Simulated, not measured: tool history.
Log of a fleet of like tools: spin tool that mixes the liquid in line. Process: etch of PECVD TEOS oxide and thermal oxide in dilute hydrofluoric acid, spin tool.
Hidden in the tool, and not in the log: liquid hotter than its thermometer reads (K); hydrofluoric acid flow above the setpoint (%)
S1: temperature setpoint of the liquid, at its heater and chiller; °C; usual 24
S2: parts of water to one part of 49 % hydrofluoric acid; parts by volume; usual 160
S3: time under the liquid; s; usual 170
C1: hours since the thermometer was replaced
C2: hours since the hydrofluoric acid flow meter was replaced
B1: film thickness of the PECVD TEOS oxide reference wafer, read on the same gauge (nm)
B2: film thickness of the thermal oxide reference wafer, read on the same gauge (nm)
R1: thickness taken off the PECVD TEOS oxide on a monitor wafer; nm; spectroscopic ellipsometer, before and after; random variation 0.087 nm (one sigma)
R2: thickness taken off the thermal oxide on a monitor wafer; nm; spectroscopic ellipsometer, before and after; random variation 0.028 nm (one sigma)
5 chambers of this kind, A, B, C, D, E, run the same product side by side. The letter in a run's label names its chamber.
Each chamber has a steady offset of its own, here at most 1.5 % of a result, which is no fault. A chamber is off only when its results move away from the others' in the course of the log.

| run | day | S1 | S2 | S3 | C1 | C2 | B1 | B2 | R1 | R2 |
|---|---|---|---|---|---|---|---|---|---|---|
| 1D | 0.25 | 24 | 160 | 170 | 686 | 369.1 | 70.014 | 140 | 17.175 | 4.4363 |
| 2B | 0.642 | 24 | 160 | 170 | 2040.4 | 527 | 70.018 | 140.01 | 17.515 | 4.5014 |
| 3E | 0.867 | 24 | 160 | 170 | 1228.9 | 425.4 | 70.022 | 139.99 | 17.514 | 4.4805 |
| 4C | 1.279 | 24 | 160 | 170 | 1252.1 | 1573.2 | 69.998 | 139.97 | 17.611 | 4.4969 |
| 5A | 1.492 | 24 | 160 | 170 | 322.9 | 682.6 | 69.996 | 140 | 17.164 | 4.5011 |
| 6D | 1.912 | 24 | 160 | 170 | 725.9 | 409 | 69.974 | 140.01 | 17.275 | 4.3997 |
| 7B | 2.162 | 29 | 215 | 170 | 2076.9 | 563.5 | 69.971 | 140 | 14.617 | 3.7039 |
| 8A | 2.388 | 29 | 215 | 170 | 344.4 | 704.1 | 70.007 | 140.01 | 14.381 | 3.7521 |
| 9C | 2.838 | 29 | 215 | 170 | 1289.5 | 1610.6 | 69.951 | 140 | 14.569 | 3.7261 |
| 10E | 3.233 | 29 | 215 | 170 | 1285.7 | 482.2 | 69.981 | 139.99 | 14.714 | 3.7128 |
| 11E | 3.625 | 29 | 215 | 170 | 1295.1 | 491.6 | 70.04 | 139.98 | 14.56 | 3.7541 |
| 12B | 4.046 | 24 | 160 | 170 | 2122.1 | 608.7 | 70.005 | 139.98 | 17.353 | 4.41 |
| 13D | 4.304 | 24 | 160 | 170 | 783.3 | 466.4 | 69.954 | 140.02 | 17.246 | 4.4361 |
| 14C | 4.538 | 19.5 | 160 | 220 | 1330.3 | 1651.4 | 70.001 | 140.02 | 18.966 | 4.8979 |
| 15A | 4.988 | 19.5 | 160 | 220 | 406.8 | 766.5 | 70.035 | 139.99 | 18.668 | 4.8824 |
|  | 5.238 | chamber C: hydrofluoric acid flow meter replaced |
| 16D | 5.267 | 19.5 | 160 | 220 | 806.4 | 489.5 | 69.98 | 140.01 | 18.825 | 4.7993 |
| 17E | 5.488 | 19.5 | 160 | 220 | 1339.8 | 536.3 | 69.96 | 140 | 19.089 | 4.8946 |
|  | 5.538 | chamber D: hydrofluoric acid flow meter replaced |
| 18A | 5.792 | 19.5 | 160 | 220 | 426.1 | 785.8 | 70.009 | 140 | 18.689 | 4.812 |
| 19C | 6.112 | 24 | 160 | 170 | 1368.1 | 21.1 | 69.944 | 140.01 | 17.469 | 4.506 |
| 20B | 6.538 | 24 | 160 | 170 | 2181.9 | 668.5 | 69.994 | 140.01 | 17.453 | 4.4488 |
| 21B | 6.917 | 24 | 160 | 170 | 2191 | 677.6 | 70.067 | 140.01 | 17.551 | 4.4004 |
| 22C | 7.367 | 24 | 160 | 170 | 1398.2 | 51.2 | 69.97 | 139.98 | 17.572 | 4.4631 |
| 23A | 7.812 | 24 | 160 | 170 | 474.6 | 834.3 | 69.994 | 140.01 | 17.225 | 4.5044 |
| 24D | 8.158 | 24 | 160 | 170 | 875.8 | 63 | 70.028 | 140 | 17.433 | 4.4308 |
| 25E | 8.442 | 24 | 160 | 170 | 1410.7 | 607.2 | 70.008 | 140 | 17.585 | 4.4238 |
| 26D | 8.854 | 24 | 160 | 170 | 892.5 | 79.7 | 69.965 | 140 | 17.207 | 4.4912 |
| 27E | 9.129 | 24 | 160 | 170 | 1427.2 | 623.7 | 70.019 | 140.02 | 17.566 | 4.5019 |
| 28C | 9.367 | 24 | 160 | 170 | 1446.2 | 99.2 | 70.062 | 140.01 | 17.586 | 4.4966 |
| 29B | 9.596 | 24 | 160 | 170 | 2255.3 | 741.9 | 69.978 | 140 | 17.462 | 4.3933 |
| 30A | 9.929 | 24 | 160 | 230 | 525.4 | 885.1 | 70 | 140 | 23.495 | 6.067 |
| 31A | 10.35 | 24 | 160 | 230 | 535.5 | 895.2 | 70.021 | 139.99 | 23.246 | 6.064 |

Is one chamber off against the others, does the gauge drift, or is nothing wrong? If a chamber is off, say which, and what the likeliest cause is.

No chamber stands off beyond its own small offset, and the gauge holds steady.
